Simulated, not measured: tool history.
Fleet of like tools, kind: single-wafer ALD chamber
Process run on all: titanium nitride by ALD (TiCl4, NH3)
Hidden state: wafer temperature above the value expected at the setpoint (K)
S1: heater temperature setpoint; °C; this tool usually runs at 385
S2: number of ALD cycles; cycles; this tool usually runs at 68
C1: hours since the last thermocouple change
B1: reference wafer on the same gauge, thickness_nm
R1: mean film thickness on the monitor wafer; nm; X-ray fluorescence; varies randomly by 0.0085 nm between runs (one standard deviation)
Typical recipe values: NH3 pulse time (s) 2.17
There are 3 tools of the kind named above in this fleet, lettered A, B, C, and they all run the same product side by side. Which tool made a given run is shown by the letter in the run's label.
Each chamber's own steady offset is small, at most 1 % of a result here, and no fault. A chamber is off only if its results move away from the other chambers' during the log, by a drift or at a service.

{"run": "1A", "hour": 8.2, "S1": 385, "S2": 68, "NH3 pulse time (s)": 2.17, "C1": 1161.1, "B1": 1.4411, "R1": 1.4778}
{"run": "2C", "hour": 13.6, "S1": 385, "S2": 68, "NH3 pulse time (s)": 2.17, "C1": 2316.7, "B1": 1.4409, "R1": 1.4759}
{"run": "3B", "hour": 21.6, "S1": 385, "S2": 68, "NH3 pulse time (s)": 2.17, "C1": 777.8, "B1": 1.4386, "R1": 1.4865}
{"run": "4A", "hour": 26.9, "S1": 385, "S2": 68, "NH3 pulse time (s)": 2.17, "C1": 1179.8, "B1": 1.4403, "R1": 1.5007}
{"run": "5C", "hour": 32.8, "S1": 385, "S2": 68, "NH3 pulse time (s)": 2.17, "C1": 2335.9, "B1": 1.4425, "R1": 1.4983}
{"run": "6B", "hour": 40.9, "S1": 385, "S2": 68, "NH3 pulse time (s)": 2.17, "C1": 797.1, "B1": 1.4402, "R1": 1.4922}
{"run": "7A", "hour": 49.4, "S1": 385, "S2": 68, "NH3 pulse time (s)": 2.17, "C1": 1202.3, "B1": 1.4398, "R1": 1.4916}
{"run": "8C", "hour": 58.3, "S1": 385, "S2": 68, "NH3 pulse time (s)": 2.17, "C1": 2361.4, "B1": 1.4391, "R1": 1.4874}
{"run": "9B", "hour": 65.3, "S1": 385, "S2": 68, "NH3 pulse time (s)": 2.17, "C1": 821.5, "B1": 1.4397, "R1": 1.4894}
{"run": "10A", "hour": 72.2, "S1": 385, "S2": 68, "NH3 pulse time (s)": 2.17, "C1": 1225.1, "B1": 1.4376, "R1": 1.5061}
{"run": "11C", "hour": 80.1, "S1": 385, "S2": 55, "NH3 pulse time (s)": 1.42, "C1": 2383.2, "B1": 1.4385, "R1": 1.1705}
{"hour": 84.9, "done": "chamber C: thermocouple changed; heater temperature recalibrated"}
{"run": "12B", "hour": 89.4, "S1": 385, "S2": 55, "NH3 pulse time (s)": 1.42, "C1": 845.6, "B1": 1.4394, "R1": 1.192}
{"run": "13A", "hour": 96.8, "S1": 385, "S2": 55, "NH3 pulse time (s)": 1.42, "C1": 1249.7, "B1": 1.4395, "R1": 1.1818}
{"run": "14C", "hour": 105.4, "S1": 385, "S2": 68, "NH3 pulse time (s)": 2.17, "C1": 20.6, "B1": 1.4391, "R1": 1.4911}
{"run": "15B", "hour": 110.4, "S1": 385, "S2": 68, "NH3 pulse time (s)": 2.17, "C1": 866.6, "B1": 1.4395, "R1": 1.4903}
{"run": "16C", "hour": 115.2, "S1": 385, "S2": 68, "NH3 pulse time (s)": 2.17, "C1": 30.4, "B1": 1.4416, "R1": 1.5085}
{"run": "17B", "hour": 123.2, "S1": 385, "S2": 59, "NH3 pulse time (s)": 2.17, "C1": 879.4, "B1": 1.4404, "R1": 1.2856}
{"run": "18A", "hour": 131.4, "S1": 385, "S2": 59, "NH3 pulse time (s)": 2.17, "C1": 1284.3, "B1": 1.4378, "R1": 1.3019}
{"run": "19B", "hour": 138.2, "S1": 385, "S2": 59, "NH3 pulse time (s)": 2.17, "C1": 894.4, "B1": 1.4399, "R1": 1.2988}
{"run": "20C", "hour": 144.7, "S1": 385, "S2": 68, "NH3 pulse time (s)": 2.17, "C1": 59.9, "B1": 1.4402, "R1": 1.4743}
{"run": "21A", "hour": 149.3, "S1": 385, "S2": 68, "NH3 pulse time (s)": 2.17, "C1": 1302.2, "B1": 1.4388, "R1": 1.4802}
{"run": "22B", "hour": 158.5, "S1": 385, "S2": 74, "NH3 pulse time (s)": 2.17, "C1": 914.7, "B1": 1.4401, "R1": 1.6264}
{"run": "23A", "hour": 163.3, "S1": 385, "S2": 74, "NH3 pulse time (s)": 2.17, "C1": 1316.2, "B1": 1.4416, "R1": 1.6025}
{"run": "24C", "hour": 171.5, "S1": 385, "S2": 74, "NH3 pulse time (s)": 2.17, "C1": 86.7, "B1": 1.4402, "R1": 1.6157}
{"run": "25C", "hour": 176.7, "S1": 385, "S2": 68, "NH3 pulse time (s)": 2.17, "C1": 91.9, "B1": 1.4388, "R1": 1.4877}
{"run": "26B", "hour": 182.2, "S1": 385, "S2": 68, "NH3 pulse time (s)": 2.17, "C1": 938.4, "B1": 1.4421, "R1": 1.4718}
{"run": "27A", "hour": 187.3, "S1": 385, "S2": 68, "NH3 pulse time (s)": 2.17, "C1": 1340.2, "B1": 1.4404, "R1": 1.4957}
{"run": "28C", "hour": 195.1, "S1": 385, "S2": 68, "NH3 pulse time (s)": 3.02, "C1": 110.3, "B1": 1.438, "R1": 1.523}
{"run": "29A", "hour": 201.9, "S1": 385, "S2": 68, "NH3 pulse time (s)": 3.02, "C1": 1354.8, "B1": 1.4397, "R1": 1.5263}

Has any chamber moved away from the others, gradually or after a service, or does the common gauge drift, or do the chambers differ only by their own small steady offsets? State the chamber and the most likely cause if one applies.

No chamber stands off beyond its own small offset, and the gauge holds steady.
